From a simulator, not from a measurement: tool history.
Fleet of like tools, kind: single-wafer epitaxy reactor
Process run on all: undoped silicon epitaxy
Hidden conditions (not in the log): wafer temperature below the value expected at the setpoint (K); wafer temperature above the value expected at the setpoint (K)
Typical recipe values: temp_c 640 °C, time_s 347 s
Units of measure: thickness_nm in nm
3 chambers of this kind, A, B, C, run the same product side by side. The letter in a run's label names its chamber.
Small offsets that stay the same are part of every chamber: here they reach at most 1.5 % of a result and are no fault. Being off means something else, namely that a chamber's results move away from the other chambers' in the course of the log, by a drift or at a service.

run   hour  temp_c  time_s  hours since the last pyrometer calibration  read-back reference wafer on the same gauge, thickness_nm  thickness_nm
 1A    4.2     640     347                                      1680.0                                                     43.795        47.211
 2C   10.6     640     347                                       773.6                                                     43.818        47.223
 3B   16.6     640     347                                       154.9                                                     43.793        47.103
 4C   22.1     640     347                                       785.1                                                     43.851        47.553
 5B   26.7     640     347                                       165.0                                                     43.801        47.451
 6A   32.0     640     347                                      1707.8                                                     43.814        47.460
 7B   37.5     640     347                                       175.8                                                     43.798        47.331
 8C   43.3     640     347                                       806.3                                                     43.780        46.856
 9A   48.9     640     347                                      1724.7                                                     43.796        46.968
      50.4  -- chamber A: pyrometer calibrated
10B   55.3     640     347                                       193.6                                                     43.759        47.248
11A   60.5     653     292                                        10.2                                                     43.819        49.272
12C   64.6     653     292                                       827.6                                                     43.817        52.628
13A   67.8     653     292                                        17.5                                                     43.846        49.656
14C   71.0     640     347                                       834.0                                                     43.808        47.379
15B   76.8     640     347                                       215.1                                                     43.841        47.505
16A   81.1     640     347                                        30.8                                                     43.778        44.250
17C   86.0     640     347                                       849.0                                                     43.795        47.230
18B   90.9     640     347                                       229.2                                                     43.778        47.019
19A   95.8     640     347                                        45.5                                                     43.769        44.274
20C  101.5     640     347                                       864.5                                                     43.867        46.919
21B  105.9     640     347                                       244.2                                                     43.816        47.026
22C  109.0     640     347                                       872.0                                                     43.841        47.475
23A  115.0     640     347                                        64.7                                                     43.825        44.130
24B  119.5     640     347                                       257.8                                                     43.786        47.696
25C  123.3     640     347                                       886.3                                                     43.769        46.865
26B  126.8     640     347                                       265.1                                                     43.738        47.563
27A  132.1     640     347                                        81.8                                                     43.793        44.403
28B  135.8     640     347                                       274.1                                                     43.801        47.215
29C  140.5     640     347                                       903.5                                                     43.880        47.230
30A  144.9     654     283                                        94.6                                                     43.780        49.008
31B  149.8     654     283                                       288.1                                                     43.756        51.810

The same settings go to every chamber for the next run, one line per chamber below. Forecast the results for each:
32A  154.4     640     380                                                                                                                    ?
32B  154.4     640     380                                                                                                                    ?
32C  154.4     640     380                                                                                                                    ?

run  thickness_nm
32A        48.124
32B        51.727
32C        51.707
